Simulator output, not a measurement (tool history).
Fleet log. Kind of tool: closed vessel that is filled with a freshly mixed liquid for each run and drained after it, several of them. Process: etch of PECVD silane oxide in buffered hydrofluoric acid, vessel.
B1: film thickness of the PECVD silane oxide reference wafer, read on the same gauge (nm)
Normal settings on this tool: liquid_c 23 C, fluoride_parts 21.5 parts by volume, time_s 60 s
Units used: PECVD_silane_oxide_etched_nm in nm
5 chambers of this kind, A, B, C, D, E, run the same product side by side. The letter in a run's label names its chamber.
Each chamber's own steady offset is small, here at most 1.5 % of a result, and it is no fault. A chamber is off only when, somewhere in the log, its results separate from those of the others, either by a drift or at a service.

Run 1D, day 0.646: usual settings; B1 100. Result: PECVD_silane_oxide_etched_nm 69.818 nm.
Run 2B, day 0.979: usual settings; B1 100. Result: PECVD_silane_oxide_etched_nm 70.937 nm.
Run 3A, day 1.4: usual settings; B1 100.01. Result: PECVD_silane_oxide_etched_nm 69.364 nm.
Run 4E, day 1.7: usual settings; B1 100.01. Result: PECVD_silane_oxide_etched_nm 69.487 nm.
Run 5C, day 2.092: usual settings; B1 100.02. Result: PECVD_silane_oxide_etched_nm 69.498 nm.
Run 6E, day 2.583: usual settings; B1 100.02. Result: PECVD_silane_oxide_etched_nm 69.034 nm.
Run 7D, day 2.946: usual settings but liquid_c 24.5 C, fluoride_parts 26.5 parts by volume; B1 100.02. Result: PECVD_silane_oxide_etched_nm 64.726 nm.
Run 8B, day 3.288: usual settings but liquid_c 24.5 C, fluoride_parts 26.5 parts by volume; B1 100.01. Result: PECVD_silane_oxide_etched_nm 65.572 nm.
At day 3.538: chamber E: thermometer replaced.
Run 9A, day 3.758: usual settings but liquid_c 24.5 C, fluoride_parts 26.5 parts by volume; B1 99.996. Result: PECVD_silane_oxide_etched_nm 65.172 nm.
Run 10C, day 4.258: usual settings but liquid_c 24.5 C, fluoride_parts 26.5 parts by volume; B1 100.01. Result: PECVD_silane_oxide_etched_nm 65.033 nm.
Run 11A, day 4.904: usual settings but liquid_c 24.5 C, fluoride_parts 26.5 parts by volume; B1 100.01. Result: PECVD_silane_oxide_etched_nm 65.108 nm.
Run 12E, day 5.55: usual settings; B1 100. Result: PECVD_silane_oxide_etched_nm 68.522 nm.
Run 13B, day 5.946: usual settings; B1 100.01. Result: PECVD_silane_oxide_etched_nm 68.598 nm.
Run 14C, day 6.3: usual settings; B1 99.994. Result: PECVD_silane_oxide_etched_nm 68.614 nm.
Run 15D, day 6.762: usual settings; B1 99.98. Result: PECVD_silane_oxide_etched_nm 68.991 nm.
Run 16D, day 7.121: usual settings; B1 99.992. Result: PECVD_silane_oxide_etched_nm 68.454 nm.
Run 17B, day 7.621: usual settings; B1 99.975. Result: PECVD_silane_oxide_etched_nm 69.728 nm.
Run 18A, day 7.971: usual settings; B1 99.992. Result: PECVD_silane_oxide_etched_nm 71.541 nm.
Run 19E, day 8.35: usual settings; B1 100.01. Result: PECVD_silane_oxide_etched_nm 70.037 nm.
Run 20C, day 8.812: usual settings; B1 100.02. Result: PECVD_silane_oxide_etched_nm 69.903 nm.
Run 21D, day 9.258: usual settings; B1 100.01. Result: PECVD_silane_oxide_etched_nm 68.921 nm.
At day 9.5: chamber B: hydrofluoric acid flow meter replaced.
Run 22C, day 9.871: usual settings but liquid_c 25 C; B1 99.998. Result: PECVD_silane_oxide_etched_nm 78.401 nm.
Run 23B, day 10.183: usual settings but liquid_c 25 C; B1 99.997. Result: PECVD_silane_oxide_etched_nm 77.374 nm.
Run 24E, day 10.662: usual settings but liquid_c 25 C; B1 100.01. Result: PECVD_silane_oxide_etched_nm 78.8 nm.
Run 25A, day 10.992: usual settings but liquid_c 25 C; B1 99.99. Result: PECVD_silane_oxide_etched_nm 79.097 nm.
Run 26D, day 11.388: usual settings but liquid_c 25 C; B1 100.01. Result: PECVD_silane_oxide_etched_nm 76.289 nm.
At day 11.454: chamber D: thermometer replaced.
Run 27A, day 11.883: usual settings but liquid_c 19.5 C, fluoride_parts 16 parts by volume; B1 99.993. Result: PECVD_silane_oxide_etched_nm 76.514 nm.
Run 28C, day 12.179: usual settings but liquid_c 19.5 C, fluoride_parts 16 parts by volume; B1 100.01. Result: PECVD_silane_oxide_etched_nm 74.23 nm.
Run 29B, day 12.779: usual settings but liquid_c 19.5 C, fluoride_parts 16 parts by volume; B1 100. Result: PECVD_silane_oxide_etched_nm 75.431 nm.
Run 30E, day 13.254: usual settings but liquid_c 19.5 C, fluoride_parts 16 parts by volume; B1 99.981. Result: PECVD_silane_oxide_etched_nm 75.235 nm.
Run 31E, day 13.546: usual settings but liquid_c 19.5 C, fluoride_parts 16 parts by volume; B1 100.02. Result: PECVD_silane_oxide_etched_nm 75.008 nm.
Run 32D, day 13.975: usual settings; B1 100.03. Result: PECVD_silane_oxide_etched_nm 67.885 nm.

All chambers now run identical settings, listed one chamber a line with results as question marks. What results will each chamber show?
Run 33A, day 14.438: usual settings. Result: PECVD_silane_oxide_etched_nm ?.
Run 33B, day 14.438: usual settings. Result: PECVD_silane_oxide_etched_nm ?.
Run 33C, day 14.438: usual settings. Result: PECVD_silane_oxide_etched_nm ?.
Run 33D, day 14.438: usual settings. Result: PECVD_silane_oxide_etched_nm ?.
Run 33E, day 14.438: usual settings. Result: PECVD_silane_oxide_etched_nm ?.

run  PECVD_silane_oxide_etched_nm
33A                        70.028
33B                        69.862
33C                        68.561
33D                        68.157
33E                        70.145

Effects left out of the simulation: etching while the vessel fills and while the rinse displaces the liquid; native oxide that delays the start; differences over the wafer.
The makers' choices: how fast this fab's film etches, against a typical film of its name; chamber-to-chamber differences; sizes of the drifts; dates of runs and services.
